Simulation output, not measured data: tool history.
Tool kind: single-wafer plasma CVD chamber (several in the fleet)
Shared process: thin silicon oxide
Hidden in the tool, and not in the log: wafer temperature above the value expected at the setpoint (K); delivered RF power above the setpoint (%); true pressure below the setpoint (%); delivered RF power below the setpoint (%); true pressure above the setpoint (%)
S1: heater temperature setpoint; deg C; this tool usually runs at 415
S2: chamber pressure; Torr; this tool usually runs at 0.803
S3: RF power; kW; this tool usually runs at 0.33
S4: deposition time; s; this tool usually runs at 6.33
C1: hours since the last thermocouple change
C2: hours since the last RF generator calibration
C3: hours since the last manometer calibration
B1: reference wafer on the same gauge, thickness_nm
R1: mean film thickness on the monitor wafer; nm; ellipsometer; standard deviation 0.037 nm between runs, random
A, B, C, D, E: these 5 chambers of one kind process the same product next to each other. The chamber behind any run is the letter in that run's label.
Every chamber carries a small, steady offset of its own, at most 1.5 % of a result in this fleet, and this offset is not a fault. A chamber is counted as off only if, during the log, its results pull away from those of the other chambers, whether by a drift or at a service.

run	hour	S1	S2	S3	S4	C1	C2	C3	B1	R1
1D	11.1	415	0.803	0.33	6.33	1176.9	265.1	1145.2	10.11	12.168
2E	21.5	415	0.803	0.33	6.33	253.8	1809.5	707.3	10.092	11.868
# hour 21.6: chamber E: RF generator calibrated
3A	33	415	0.803	0.33	6.33	93.9	643.9	358.6	10.092	11.983
4C	45.7	415	0.803	0.33	6.33	1676	1006.5	195.3	10.105	11.992
5B	54.1	415	0.803	0.33	6.33	1445.8	1016.6	428.7	10.091	12.107
6C	62.2	427	0.803	0.33	5.58	1692.5	1023	211.8	10.104	10.521
7E	70.2	427	0.803	0.33	5.58	302.5	48.7	756	10.096	10.414
8A	80.8	427	0.803	0.33	5.58	141.7	691.7	406.4	10.098	10.469
9B	91.6	427	0.803	0.33	5.58	1483.3	1054.1	466.2	10.101	10.54
10D	103.6	427	0.803	0.33	5.58	1269.4	357.6	1237.7	10.107	10.609
11D	110.2	415	0.803	0.33	6.33	1276	364.2	1244.3	10.102	12.081
12C	120.9	415	0.803	0.33	6.33	1751.2	1081.7	270.5	10.093	12.081
13B	131.2	404	0.612	0.33	6.33	1522.9	1093.7	505.8	10.096	9.1721
14E	143.9	404	0.612	0.33	6.33	376.2	122.4	829.7	10.101	8.961
15A	152.9	404	0.612	0.33	6.33	213.8	763.8	478.5	10.106	9.075
16A	164.5	404	0.612	0.33	6.33	225.4	775.4	490.1	10.102	9.0896
17C	174.5	404	0.612	0.33	6.33	1804.8	1135.3	324.1	10.099	9.0511
18E	181.4	428	0.803	0.33	5.95	413.7	159.9	867.2	10.098	10.926
19D	188	428	0.803	0.33	5.95	1353.8	442	1322.1	10.096	11.292
20B	198.6	428	0.803	0.33	5.95	1590.3	1161.1	573.2	10.095	11.336
# hour 203.4: chamber C: thermocouple changed; heater temperature recalibrated
21C	209.6	428	0.803	0.33	5.95	6.2	1170.4	359.2	10.102	11.272
22D	217.9	428	0.803	0.33	5.95	1383.7	471.9	1352	10.107	11.267
23A	226.1	415	0.744	0.3	6.33	287	837	551.7	10.101	10.706
24E	238.9	415	0.744	0.3	6.33	471.2	217.4	924.7	10.104	10.379
25B	252.1	415	0.744	0.3	6.33	1643.8	1214.6	626.7	10.111	10.787
26B	259.4	415	0.744	0.3	6.33	1651.1	1221.9	634	10.096	10.817
27D	271.5	415	0.744	0.3	6.33	1437.3	525.5	1405.6	10.098	10.862
# hour 279.5: chamber D: thermocouple changed; heater temperature recalibrated
# hour 283.4: chamber A: RF generator calibrated
28A	283.9	415	0.803	0.33	6.33	344.8	0.5	609.5	10.106	11.926
29E	297.3	415	0.803	0.33	6.33	529.6	275.8	983.1	10.099	11.512
30C	308.1	415	0.803	0.33	6.33	104.7	1268.9	457.7	10.093	12.041
31A	315.3	415	0.803	0.33	6.33	376.2	31.9	640.9	10.104	11.938
32E	326.7	415	0.803	0.33	6.33	559	305.2	1012.5	10.101	11.59
33D	337.9	415	0.803	0.33	6.33	58.5	591.9	1472	10.102	12.098

All 5 chambers run these settings next. Forecast each chamber's results:
34A	347.7	415	0.803	0.33	6.33					?
34B	347.7	415	0.803	0.33	6.33					?
34C	347.7	415	0.803	0.33	6.33					?
34D	347.7	415	0.803	0.33	6.33					?
34E	347.7	415	0.803	0.33	6.33					?

run	R1
34A	11.991
34B	12.151
34C	12.066
34D	12.125
34E	11.486

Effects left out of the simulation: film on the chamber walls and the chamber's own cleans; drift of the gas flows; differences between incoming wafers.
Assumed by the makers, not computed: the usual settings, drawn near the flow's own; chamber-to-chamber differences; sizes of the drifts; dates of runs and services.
